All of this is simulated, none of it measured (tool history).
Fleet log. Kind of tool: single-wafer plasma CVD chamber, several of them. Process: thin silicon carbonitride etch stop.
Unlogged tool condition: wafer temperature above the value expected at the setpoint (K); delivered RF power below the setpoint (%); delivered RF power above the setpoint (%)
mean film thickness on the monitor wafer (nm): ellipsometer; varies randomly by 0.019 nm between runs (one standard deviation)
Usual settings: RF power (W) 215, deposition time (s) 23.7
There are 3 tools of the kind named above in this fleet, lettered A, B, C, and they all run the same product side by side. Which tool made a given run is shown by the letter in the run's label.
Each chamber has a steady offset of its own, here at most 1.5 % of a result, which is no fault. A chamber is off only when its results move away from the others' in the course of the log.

run   hour  RF power (W)  deposition time (s)  hours since the last thermocouple change  hours since the last RF generator calibration  read-back reference wafer on the same gauge, thickness_nm  mean film thickness on the monitor wafer (nm)
 1C    4.8           215                 23.7                                    1113.4                                          146.7                                                     14.593                                          13.93
 2A    8.1           215                 23.7                                     153.1                                          608.5                                                     14.591                                         13.821
 3B     15           215                 23.7                                     877.3                                          175.2                                                     14.588                                         13.722
 4C   18.4           215                 23.7                                      1127                                          160.3                                                     14.589                                         13.931
 5B   23.1           215                 23.7                                     885.4                                          183.3                                                     14.583                                         13.721
 6A   29.3           215                 23.7                                     174.3                                          629.7                                                     14.572                                         13.789
 7A   32.6           215                 23.7                                     177.6                                            633                                                     14.575                                         13.799
 8C   39.4           215                 23.7                                      1148                                          181.3                                                     14.572                                         13.913
 9B     45           215                 23.7                                     907.3                                          205.2                                                     14.561                                         13.732
10B   49.1           215                 23.7                                     911.4                                          209.3                                                     14.559                                         13.729
11A   53.8           215                 23.7                                     198.8                                          654.2                                                     14.561                                         13.798
12C   59.8           215                 23.7                                    1168.4                                          201.7                                                     14.557                                         13.892
13C   66.2           215                 23.7                                    1174.8                                          208.1                                                     14.545                                         13.879
14B   72.9           240                 25.3                                     935.2                                          233.1                                                     14.544                                          15.13
15A   76.8           240                 25.3                                     221.8                                          677.2                                                     14.539                                         15.206
16A   82.9           240                 25.3                                     227.9                                          683.3                                                     14.534                                           15.2
17C   88.3           215                 23.7                                    1196.9                                          230.2                                                     14.528                                         13.928
18B   93.1           255                 28.2                                     955.4                                          253.3                                                     14.528                                         17.149
19A   96.8           255                 28.2                                     241.8                                          697.2                                                     14.518                                         17.272
20C  103.7           255                 28.2                                    1212.3                                          245.6                                                     14.516                                         17.367

For the next run the whole fleet of 3 chambers uses the same settings. Give each chamber's results:
21A  108.9           190                 23.7                                                                                                                                                                                                  ?
21B  108.9           190                 23.7                                                                                                                                                                                                  ?
21C  108.9           190                 23.7                                                                                                                                                                                                  ?

run  mean film thickness on the monitor wafer (nm)
21A                                         13.252
21B                                         13.206
21C                                         13.389
